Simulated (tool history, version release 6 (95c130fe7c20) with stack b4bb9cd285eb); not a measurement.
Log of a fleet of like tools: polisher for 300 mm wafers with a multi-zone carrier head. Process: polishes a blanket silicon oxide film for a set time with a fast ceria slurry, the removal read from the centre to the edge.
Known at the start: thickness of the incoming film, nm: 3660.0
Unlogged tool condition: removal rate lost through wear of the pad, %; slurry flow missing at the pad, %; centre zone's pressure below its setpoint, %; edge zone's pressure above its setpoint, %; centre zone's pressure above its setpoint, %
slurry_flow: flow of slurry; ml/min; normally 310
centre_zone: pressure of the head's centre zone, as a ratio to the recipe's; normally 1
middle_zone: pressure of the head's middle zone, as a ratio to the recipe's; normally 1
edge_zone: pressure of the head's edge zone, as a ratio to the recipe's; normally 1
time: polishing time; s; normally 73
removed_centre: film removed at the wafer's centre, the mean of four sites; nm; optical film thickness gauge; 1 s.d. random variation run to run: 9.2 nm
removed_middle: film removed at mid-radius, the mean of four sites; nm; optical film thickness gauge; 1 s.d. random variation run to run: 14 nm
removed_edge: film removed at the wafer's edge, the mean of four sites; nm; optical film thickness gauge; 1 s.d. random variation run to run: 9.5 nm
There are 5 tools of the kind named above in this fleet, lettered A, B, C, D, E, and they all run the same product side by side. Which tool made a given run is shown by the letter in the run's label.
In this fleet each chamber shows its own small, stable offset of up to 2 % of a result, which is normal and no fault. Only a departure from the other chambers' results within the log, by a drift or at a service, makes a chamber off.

| run | hour | slurry_flow | centre_zone | middle_zone | edge_zone | time | wafers polished on this pad | hours since the slurry nozzle was cleaned | hours since the centre zone pressure was calibrated | hours since the edge zone pressure was calibrated | removed_centre | removed_middle | removed_edge |
|---|---|---|---|---|---|---|---|---|---|---|---|---|---|
|  | 5.1 | chamber E: worn pad replaced by a new one |
|  | 8.2 | chamber C: worn pad replaced by a new one |
| 1B | 8.2 | 310 | 1 | 1 | 1 | 73 | 700 | 295.6 | 344.6 | 1011.1 | 1141 | 1126.1 | 1140.6 |
| 2E | 14.8 | 310 | 1 | 1 | 1 | 73 | 121 | 159.8 | 469.9 | 914 | 1127.8 | 1168.7 | 1127.2 |
|  | 18.7 | chamber B: worn pad replaced by a new one |
| 3C | 24.2 | 310 | 1 | 1 | 1 | 73 | 201 | 111.6 | 380.5 | 980.5 | 1141.6 | 1127.2 | 1133.1 |
| 4A | 33.1 | 310 | 1 | 1 | 1 | 73 | 871 | 102 | 765.6 | 115.8 | 1116.1 | 1151.2 | 1140.8 |
| 5D | 39.2 | 310 | 1 | 1 | 1 | 73 | 1116 | 297.1 | 483.2 | 258.3 | 1132.1 | 1147.1 | 1129.2 |
| 6A | 49.7 | 310 | 1 | 1 | 1.06 | 61 | 1079 | 118.6 | 782.2 | 132.4 | 923.17 | 951.88 | 969.06 |
| 7B | 55.5 | 310 | 1 | 1 | 1.06 | 61 | 461 | 342.9 | 391.9 | 1058.4 | 953.25 | 955.07 | 984.73 |
|  | 59.3 | chamber E: worn pad replaced by a new one |
|  | 62 | chamber C: worn pad replaced by a new one |
| 8D | 62.7 | 310 | 1 | 1 | 1.06 | 61 | 1410 | 320.6 | 506.7 | 281.8 | 941.77 | 963.22 | 957.23 |
|  | 66 | chamber D: worn pad replaced by a new one |
| 9C | 68.9 | 310 | 1 | 1 | 1.06 | 61 | 86 | 156.3 | 425.2 | 1025.2 | 956.9 | 964.77 | 970.72 |
| 10E | 77.5 | 310 | 1 | 1 | 1.06 | 61 | 228 | 222.5 | 532.6 | 976.7 | 949.31 | 949.45 | 977.5 |
|  | 84.5 | chamber B: worn pad replaced by a new one |
| 11B | 89 | 310 | 1 | 1 | 1 | 73 | 56 | 376.4 | 425.4 | 1091.9 | 1150.5 | 1141.5 | 1138.1 |
| 12D | 96 | 310 | 1 | 1 | 1 | 73 | 376 | 353.9 | 540 | 315.1 | 1110.5 | 1152.4 | 1119.2 |
| 13A | 107.4 | 310 | 1 | 1 | 1 | 73 | 1802 | 176.3 | 839.9 | 190.1 | 1120.3 | 1125.1 | 1113.4 |
|  | 113.2 | chamber E: worn pad replaced by a new one |
|  | 114.7 | chamber C: worn pad replaced by a new one |
|  | 115.9 | chamber C: centre zone pressure recalibrated |
| 14C | 118.5 | 310 | 1 | 1 | 1 | 73 | 47 | 205.9 | 2.7 | 1074.8 | 1158 | 1151.4 | 1117.5 |
|  | 128.4 | chamber E: slurry nozzle cleaned |
| 15E | 130.4 | 345 | 1 | 1 | 1 | 93 | 216 | 2 | 585.5 | 1029.6 | 1479.8 | 1465 | 1448.3 |
| 16B | 138.9 | 345 | 1 | 1 | 1 | 93 | 681 | 426.3 | 475.3 | 1141.8 | 1488.8 | 1479.6 | 1476.3 |
| 17C | 149.6 | 345 | 1 | 1 | 1 | 93 | 437 | 237 | 33.8 | 1105.9 | 1467.7 | 1482.3 | 1440.2 |
|  | 155.2 | chamber B: worn pad replaced by a new one |
| 18D | 158.9 | 345 | 1 | 1 | 1 | 93 | 1165 | 416.8 | 602.9 | 378 | 1459.6 | 1448.6 | 1432.5 |
|  | 162.1 | chamber D: worn pad replaced by a new one |
|  | 166.2 | chamber B: slurry nozzle cleaned |
| 19A | 168 | 345 | 1 | 1 | 1 | 93 | 2562 | 236.9 | 900.5 | 250.7 | 1390.5 | 1438 | 1402.4 |
| 20E | 174.4 | 310 | 1 | 1 | 1 | 73 | 768 | 46 | 629.5 | 1073.6 | 1137.4 | 1119 | 1123.6 |
|  | 175.4 | chamber C: worn pad replaced by a new one |
|  | 177.8 | chamber E: worn pad replaced by a new one |
| 21E | 184.8 | 310 | 1 | 1 | 1 | 55 | 88 | 56.4 | 639.9 | 1084 | 864.54 | 859.02 | 857.4 |
| 22B | 190.4 | 310 | 1 | 1 | 1 | 55 | 441 | 24.3 | 526.8 | 1193.3 | 855.78 | 862.7 | 864.97 |
|  | 191.8 | chamber A: centre zone pressure recalibrated |
| 23D | 196.7 | 310 | 1 | 1 | 1 | 55 | 434 | 454.6 | 640.7 | 415.8 | 844.66 | 858.56 | 835.99 |
| 24C | 207.5 | 310 | 1 | 1 | 1 | 55 | 403 | 294.9 | 91.7 | 1163.8 | 864.26 | 847.23 | 851.66 |
| 25A | 215 | 310 | 1 | 1 | 1 | 55 | 3151 | 283.9 | 23.3 | 297.7 | 806.5 | 808.45 | 827.71 |
| 26E | 220.7 | 310 | 1 | 1 | 1 | 73 | 538 | 92.3 | 675.8 | 1119.9 | 1134.8 | 1173.5 | 1130.4 |
|  | 227 | chamber C: worn pad replaced by a new one |
| 27C | 227.3 | 310 | 1 | 1 | 1 | 73 | 4 | 314.7 | 111.5 | 1183.6 | 1160.9 | 1146.5 | 1125.7 |
|  | 229.7 | chamber B: worn pad replaced by a new one |
| 28A | 234.9 | 310 | 1 | 1 | 1 | 73 | 3400 | 303.8 | 43.2 | 317.6 | 1062.1 | 1098.6 | 1076.3 |
| 29B | 244.9 | 310 | 1 | 1 | 1 | 73 | 191 | 78.8 | 581.3 | 1247.8 | 1165.3 | 1110.3 | 1158.6 |
|  | 250.3 | chamber D: slurry nozzle cleaned |
| 30D | 252.8 | 310 | 1 | 1 | 1 | 73 | 1137 | 2.5 | 696.8 | 471.9 | 1132 | 1133.1 | 1107.1 |
| 31B | 259.5 | 310 | 1 | 1 | 1 | 73 | 374 | 93.4 | 595.9 | 1262.4 | 1125.6 | 1141.4 | 1137.6 |
|  | 266.9 | chamber A: slurry nozzle cleaned |
| 32C | 268.3 | 310 | 1 | 1 | 1 | 73 | 518 | 355.7 | 152.5 | 1224.6 | 1134.3 | 1111.5 | 1120 |
| 33A | 278 | 310 | 1 | 1 | 1 | 73 | 3941 | 11.1 | 86.3 | 360.7 | 1063 | 1065.7 | 1080.2 |

All 5 chambers run these settings next. Forecast each chamber's results:
| 34A | 286.9 | 310 | 1 | 1.07 | 1 | 73 |  |  |  |  | ? | ? | ? |
| 34B | 286.9 | 310 | 1 | 1.07 | 1 | 73 |  |  |  |  | ? | ? | ? |
| 34C | 286.9 | 310 | 1 | 1.07 | 1 | 73 |  |  |  |  | ? | ? | ? |
| 34D | 286.9 | 310 | 1 | 1.07 | 1 | 73 |  |  |  |  | ? | ? | ? |
| 34E | 286.9 | 310 | 1 | 1.07 | 1 | 73 |  |  |  |  | ? | ? | ? |

| run | removed_centre | removed_middle | removed_edge |
|---|---|---|---|
| 34A | 1064.7 | 1143.6 | 1069.4 |
| 34B | 1148.9 | 1222.8 | 1154.2 |
| 34C | 1145.4 | 1218.4 | 1124.5 |
| 34D | 1128.5 | 1202.9 | 1127.3 |
| 34E | 1143.9 | 1209.6 | 1114.1 |

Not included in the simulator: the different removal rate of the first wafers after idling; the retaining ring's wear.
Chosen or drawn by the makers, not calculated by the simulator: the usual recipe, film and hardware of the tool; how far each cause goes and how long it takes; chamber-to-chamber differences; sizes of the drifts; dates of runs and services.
